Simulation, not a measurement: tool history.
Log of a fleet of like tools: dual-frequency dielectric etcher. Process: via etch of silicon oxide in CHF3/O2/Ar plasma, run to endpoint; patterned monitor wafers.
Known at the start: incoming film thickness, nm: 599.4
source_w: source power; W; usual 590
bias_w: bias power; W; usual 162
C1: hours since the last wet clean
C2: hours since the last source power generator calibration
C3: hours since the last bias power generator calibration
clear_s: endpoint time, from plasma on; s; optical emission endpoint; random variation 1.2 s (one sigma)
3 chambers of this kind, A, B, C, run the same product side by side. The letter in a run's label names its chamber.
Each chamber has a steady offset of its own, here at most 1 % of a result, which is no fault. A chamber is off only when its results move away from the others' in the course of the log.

Run 1C, hour 4.7: usual settings; C1 271.9; C2 1285.5; C3 3205.5. Result: clear_s 318.24 s.
Run 2B, hour 7.8: usual settings; C1 130.1; C2 1767.1; C3 1726.3. Result: clear_s 315.67 s.
Run 3A, hour 13: usual settings; C1 371.6; C2 1342; C3 1960.2. Result: clear_s 315.47 s.
Run 4B, hour 17.7: usual settings; C1 140; C2 1777; C3 1736.2. Result: clear_s 315.1 s.
Run 5C, hour 20.8: usual settings; C1 288; C2 1301.6; C3 3221.6. Result: clear_s 315.92 s.
Run 6A, hour 23.4: usual settings but source_w 680 W, bias_w 196 W; C1 382; C2 1352.4; C3 1970.6. Result: clear_s 276.92 s.
Run 7C, hour 26.4: usual settings but source_w 680 W, bias_w 196 W; C1 293.6; C2 1307.2; C3 3227.2. Result: clear_s 281.23 s.
Run 8B, hour 31.2: usual settings but source_w 680 W, bias_w 196 W; C1 153.5; C2 1790.5; C3 1749.7. Result: clear_s 282.6 s.
Run 9A, hour 33.7: usual settings; C1 392.3; C2 1362.7; C3 1980.9. Result: clear_s 315.81 s.
Run 10A, hour 37.9: usual settings but bias_w 149 W; C1 396.5; C2 1366.9; C3 1985.1. Result: clear_s 324.35 s.
Run 11B, hour 40.9: usual settings but bias_w 149 W; C1 163.2; C2 1800.2; C3 1759.4. Result: clear_s 324.42 s.
Run 12C, hour 46.2: usual settings but bias_w 149 W; C1 313.4; C2 1327; C3 3247. Result: clear_s 325.61 s.
Run 13A, hour 51.6: usual settings; C1 410.2; C2 1380.6; C3 1998.8. Result: clear_s 313.74 s.
Run 14B, hour 56.8: usual settings but source_w 660 W, bias_w 188 W; C1 179.1; C2 1816.1; C3 1775.3. Result: clear_s 289.87 s.
Run 15C, hour 59.5: usual settings but source_w 660 W, bias_w 188 W; C1 326.7; C2 1340.3; C3 3260.3. Result: clear_s 287.8 s.
Run 16C, hour 62.2: usual settings but source_w 660 W, bias_w 188 W; C1 329.4; C2 1343; C3 3263. Result: clear_s 287.69 s.
Run 17A, hour 65.1: usual settings; C1 423.7; C2 1394.1; C3 2012.3. Result: clear_s 314.44 s.
Run 18B, hour 68.4: usual settings; C1 190.7; C2 1827.7; C3 1786.9. Result: clear_s 316.34 s.
Run 19A, hour 72.8: usual settings; C1 431.4; C2 1401.8; C3 2020. Result: clear_s 315.27 s.
Run 20C, hour 76.7: usual settings; C1 343.9; C2 1357.5; C3 3277.5. Result: clear_s 314.56 s.
Run 21B, hour 81.5: usual settings; C1 203.8; C2 1840.8; C3 1800. Result: clear_s 317 s.
Run 22A, hour 86.6: usual settings; C1 445.2; C2 1415.6; C3 2033.8. Result: clear_s 315.37 s.
Run 23B, hour 91.1: usual settings; C1 213.4; C2 1850.4; C3 1809.6. Result: clear_s 316.59 s.
Run 24C, hour 93.5: usual settings but source_w 720 W, bias_w 123 W; C1 360.7; C2 1374.3; C3 3294.3. Result: clear_s 316.83 s.
Run 25A, hour 98: usual settings but source_w 720 W, bias_w 123 W; C1 456.6; C2 1427; C3 2045.2. Result: clear_s 316.66 s.
Run 26B, hour 103: usual settings but source_w 720 W, bias_w 123 W; C1 225.3; C2 1862.3; C3 1821.5. Result: clear_s 319.86 s.
Run 27C, hour 105.5: usual settings; C1 372.7; C2 1386.3; C3 3306.3. Result: clear_s 311.27 s.
Run 28B, hour 110.9: usual settings but source_w 640 W; C1 233.2; C2 1870.2; C3 1829.4. Result: clear_s 307.56 s.
Run 29A, hour 113.9: usual settings but source_w 640 W; C1 472.5; C2 1442.9; C3 2061.1. Result: clear_s 305.33 s.
Run 30C, hour 116.5: usual settings but source_w 640 W; C1 383.7; C2 1397.3; C3 3317.3. Result: clear_s 305.39 s.
Run 31B, hour 119.4: usual settings; C1 241.7; C2 1878.7; C3 1837.9. Result: clear_s 315.61 s.
Run 32A, hour 121.8: usual settings but source_w 460 W, bias_w 184 W; C1 480.4; C2 1450.8; C3 2069. Result: clear_s 330.25 s.
Run 33C, hour 125.5: usual settings but source_w 460 W, bias_w 184 W; C1 392.7; C2 1406.3; C3 3326.3. Result: clear_s 329.48 s.
Run 34A, hour 130.2: usual settings but source_w 460 W, bias_w 184 W; C1 488.8; C2 1459.2; C3 2077.4. Result: clear_s 331.97 s.
Run 35C, hour 135.4: usual settings; C1 402.6; C2 1416.2; C3 3336.2. Result: clear_s 313.27 s.
At hour 138.3: chamber A: wet clean of the chamber.
Run 36B, hour 140.7: usual settings but source_w 690 W; C1 263; C2 1900; C3 1859.2. Result: clear_s 295.58 s.
Run 37C, hour 145.2: usual settings but source_w 690 W; C1 412.4; C2 1426; C3 3346. Result: clear_s 294.16 s.
Run 38A, hour 148.9: usual settings but source_w 690 W; C1 10.7; C2 1477.9; C3 2096.1. Result: clear_s 297.55 s.
Run 39B, hour 151.3: usual settings but source_w 510 W, bias_w 190 W; C1 273.6; C2 1910.6; C3 1869.8. Result: clear_s 316.36 s.
Run 40B, hour 156.3: usual settings but source_w 510 W, bias_w 190 W; C1 278.6; C2 1915.6; C3 1874.8. Result: clear_s 315.46 s.
Run 41C, hour 160.8: usual settings but source_w 510 W, bias_w 190 W; C1 428; C2 1441.6; C3 3361.6. Result: clear_s 310.61 s.
Run 42A, hour 163.6: usual settings; C1 25.4; C2 1492.6; C3 2110.8. Result: clear_s 314.64 s.
Run 43A, hour 166.6: usual settings; C1 28.4; C2 1495.6; C3 2113.8. Result: clear_s 313.59 s.
Run 44C, hour 171.1: usual settings; C1 438.3; C2 1451.9; C3 3371.9. Result: clear_s 310.17 s.

Next, every chamber runs the same settings. What will each give?
Run 45A, hour 174.9: usual settings but source_w 710 W. Result: clear_s ?.
Run 45B, hour 174.9: usual settings but source_w 710 W. Result: clear_s ?.
Run 45C, hour 174.9: usual settings but source_w 710 W. Result: clear_s ?.

run  clear_s
45A   292.14
45B   294.32
45C   288.19
